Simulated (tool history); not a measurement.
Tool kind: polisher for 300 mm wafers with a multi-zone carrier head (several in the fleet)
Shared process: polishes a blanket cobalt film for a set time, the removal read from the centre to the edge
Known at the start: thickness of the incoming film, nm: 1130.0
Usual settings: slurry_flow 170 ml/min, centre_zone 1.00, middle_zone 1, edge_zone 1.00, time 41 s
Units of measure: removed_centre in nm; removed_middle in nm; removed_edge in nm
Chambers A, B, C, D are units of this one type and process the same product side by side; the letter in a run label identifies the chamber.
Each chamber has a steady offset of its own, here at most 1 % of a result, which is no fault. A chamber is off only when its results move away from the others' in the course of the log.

| run | hour | slurry_flow | centre_zone | middle_zone | edge_zone | time | wafers polished on this pad | hours since the slurry nozzle was cleaned | hours since the centre zone pressure was calibrated | hours since the edge zone pressure was calibrated | removed_centre | removed_middle | removed_edge |
|---|---|---|---|---|---|---|---|---|---|---|---|---|---|
| 1B | 10.2 | 170 | 1.00 | 1 | 1.00 | 41 | 486 | 241.4 | 212.1 | 564.2 | 203.38 | 198.09 | 202.05 |
| 2D | 17.0 | 170 | 1.00 | 1 | 1.00 | 41 | 587 | 25.0 | 187.1 | 790.3 | 204.65 | 200.73 | 201.34 |
| 3C | 23.3 | 170 | 1.00 | 1 | 1.00 | 41 | 907 | 491.0 | 263.7 | 432.9 | 204.35 | 205.67 | 201.79 |
| 4A | 33.9 | 170 | 1.00 | 1 | 1.00 | 41 | 771 | 228.9 | 320.7 | 628.0 | 202.19 | 201.93 | 196.36 |
|  | 38.4 | chamber C: worn pad replaced by a new one |
| 5C | 39.9 | 170 | 1.00 | 1 | 1.00 | 41 | 17 | 507.6 | 280.3 | 449.5 | 200.33 | 202.71 | 203.98 |
|  | 41.0 | chamber B: slurry nozzle cleaned |
| 6B | 46.2 | 170 | 1.00 | 1 | 1.00 | 41 | 878 | 5.3 | 248.1 | 600.2 | 201.48 | 196.54 | 202.25 |
|  | 53.0 | chamber B: worn pad replaced by a new one |
| 7A | 55.6 | 170 | 1.00 | 1 | 1.00 | 41 | 1007 | 250.6 | 342.4 | 649.7 | 201.87 | 200.55 | 205.82 |
| 8D | 61.3 | 170 | 1.00 | 1 | 1.00 | 41 | 1069 | 69.3 | 231.4 | 834.6 | 203.45 | 201.62 | 200.17 |
| 9A | 67.3 | 170 | 1.00 | 1 | 1.00 | 50 | 1135 | 262.3 | 354.1 | 661.4 | 246.66 | 243.17 | 240.95 |
|  | 68.6 | chamber A: worn pad replaced by a new one |
| 10B | 78.6 | 170 | 1.00 | 1 | 1.00 | 50 | 279 | 37.7 | 280.5 | 632.6 | 247.43 | 245.80 | 246.64 |
| 11D | 89.6 | 170 | 1.00 | 1 | 1.00 | 50 | 1377 | 97.6 | 259.7 | 862.9 | 245.24 | 239.11 | 239.95 |
| 12C | 101.1 | 170 | 1.00 | 1 | 1.00 | 50 | 683 | 568.8 | 341.5 | 510.7 | 243.77 | 242.98 | 245.32 |
| 13C | 107.6 | 170 | 1.00 | 1 | 1.00 | 41 | 754 | 575.3 | 348.0 | 517.2 | 202.72 | 199.25 | 199.02 |
| 14D | 118.9 | 170 | 1.00 | 1 | 1.00 | 41 | 1697 | 126.9 | 289.0 | 892.2 | 198.33 | 197.60 | 197.45 |
| 15B | 129.7 | 170 | 1.00 | 1 | 1.00 | 41 | 836 | 88.8 | 331.6 | 683.7 | 201.59 | 197.67 | 200.75 |
|  | 133.8 | chamber C: worn pad replaced by a new one |
| 16A | 135.2 | 170 | 1.00 | 1 | 1.00 | 41 | 726 | 330.2 | 422.0 | 729.3 | 200.65 | 203.39 | 204.20 |
|  | 144.9 | chamber B: worn pad replaced by a new one |
| 17D | 145.3 | 170 | 1.00 | 1 | 1.00 | 41 | 1984 | 153.3 | 315.4 | 918.6 | 197.83 | 196.65 | 193.87 |
| 18A | 156.3 | 170 | 1.00 | 1 | 1.00 | 41 | 955 | 351.3 | 443.1 | 750.4 | 205.63 | 196.85 | 201.09 |
| 19B | 165.0 | 170 | 1.00 | 1 | 1.00 | 41 | 219 | 124.1 | 366.9 | 719.0 | 201.85 | 197.76 | 201.07 |
|  | 171.2 | chamber A: worn pad replaced by a new one |
| 20C | 175.4 | 170 | 1.00 | 1 | 1.00 | 41 | 453 | 643.1 | 415.8 | 585.0 | 200.23 | 200.93 | 201.78 |
| 21C | 182.0 | 170 | 1.00 | 1 | 1.00 | 41 | 525 | 649.7 | 422.4 | 591.6 | 199.76 | 198.32 | 200.54 |
|  | 186.7 | chamber A: centre zone pressure recalibrated |
| 22A | 189.7 | 170 | 1.00 | 1 | 1.00 | 41 | 202 | 384.7 | 3.0 | 783.8 | 202.88 | 197.95 | 198.85 |
| 23D | 201.0 | 170 | 0.92 | 1 | 1.07 | 41 | 2591 | 209.0 | 371.1 | 974.3 | 175.99 | 194.22 | 197.06 |
| 24B | 208.2 | 170 | 0.92 | 1 | 1.07 | 41 | 689 | 167.3 | 410.1 | 762.2 | 187.47 | 198.26 | 208.95 |
|  | 218.4 | chamber C: worn pad replaced by a new one |
|  | 218.8 | chamber D: slurry nozzle cleaned |
| 25B | 218.9 | 170 | 0.92 | 1 | 1.07 | 41 | 806 | 178.0 | 420.8 | 772.9 | 183.20 | 197.81 | 209.08 |
| 26C | 225.7 | 170 | 0.92 | 1 | 1.07 | 41 | 80 | 693.4 | 466.1 | 635.3 | 182.85 | 202.84 | 209.55 |
|  | 228.8 | chamber B: worn pad replaced by a new one |
| 27D | 234.1 | 170 | 1.00 | 1 | 1.00 | 41 | 2951 | 15.3 | 404.2 | 1007.4 | 191.59 | 189.67 | 187.81 |
|  | 234.2 | chamber D: edge zone pressure recalibrated |
| 28A | 240.4 | 170 | 1.00 | 1 | 1.00 | 41 | 754 | 435.4 | 53.7 | 834.5 | 205.71 | 201.69 | 199.25 |
| 29B | 248.6 | 170 | 1.00 | 1 | 1.00 | 41 | 216 | 207.7 | 450.5 | 802.6 | 202.71 | 197.70 | 203.76 |
| 30A | 255.8 | 170 | 1.00 | 1 | 1.00 | 41 | 922 | 450.8 | 69.1 | 849.9 | 205.08 | 201.26 | 199.12 |
|  | 260.0 | chamber A: worn pad replaced by a new one |
| 31C | 265.1 | 170 | 1.00 | 1 | 1.00 | 41 | 509 | 732.8 | 505.5 | 674.7 | 198.92 | 199.18 | 202.15 |
| 32D | 276.6 | 170 | 1.00 | 1 | 1.00 | 41 | 3414 | 57.8 | 446.7 | 42.5 | 188.97 | 188.07 | 184.12 |
| 33D | 283.8 | 170 | 1.00 | 1 | 1.00 | 41 | 3493 | 65.0 | 453.9 | 49.7 | 188.76 | 186.76 | 186.16 |
| 34B | 294.5 | 170 | 1.00 | 1 | 1.00 | 41 | 716 | 253.6 | 496.4 | 848.5 | 197.44 | 199.03 | 200.63 |
| 35A | 301.2 | 170 | 1.00 | 1 | 1.00 | 41 | 449 | 496.2 | 114.5 | 895.3 | 201.04 | 201.52 | 198.52 |
| 36C | 307.2 | 170 | 1.00 | 1 | 1.00 | 41 | 967 | 774.9 | 547.6 | 716.8 | 201.12 | 197.06 | 200.49 |
| 37A | 318.5 | 170 | 1.00 | 1 | 1.00 | 41 | 638 | 513.5 | 131.8 | 912.6 | 200.07 | 202.01 | 202.12 |

Predict what each chamber gives when all 4 of them run the settings below next.
| 38A | 326.8 | 170 | 1.00 | 1 | 1.00 | 41 |  |  |  |  | ? | ? | ? |
| 38B | 326.8 | 170 | 1.00 | 1 | 1.00 | 41 |  |  |  |  | ? | ? | ? |
| 38C | 326.8 | 170 | 1.00 | 1 | 1.00 | 41 |  |  |  |  | ? | ? | ? |
| 38D | 326.8 | 170 | 1.00 | 1 | 1.00 | 41 |  |  |  |  | ? | ? | ? |

| run | removed_centre | removed_middle | removed_edge |
|---|---|---|---|
| 38A | 202.99 | 200.92 | 198.85 |
| 38B | 203.12 | 201.05 | 202.64 |
| 38C | 202.68 | 197.62 | 198.79 |
| 38D | 182.00 | 181.24 | 183.12 |
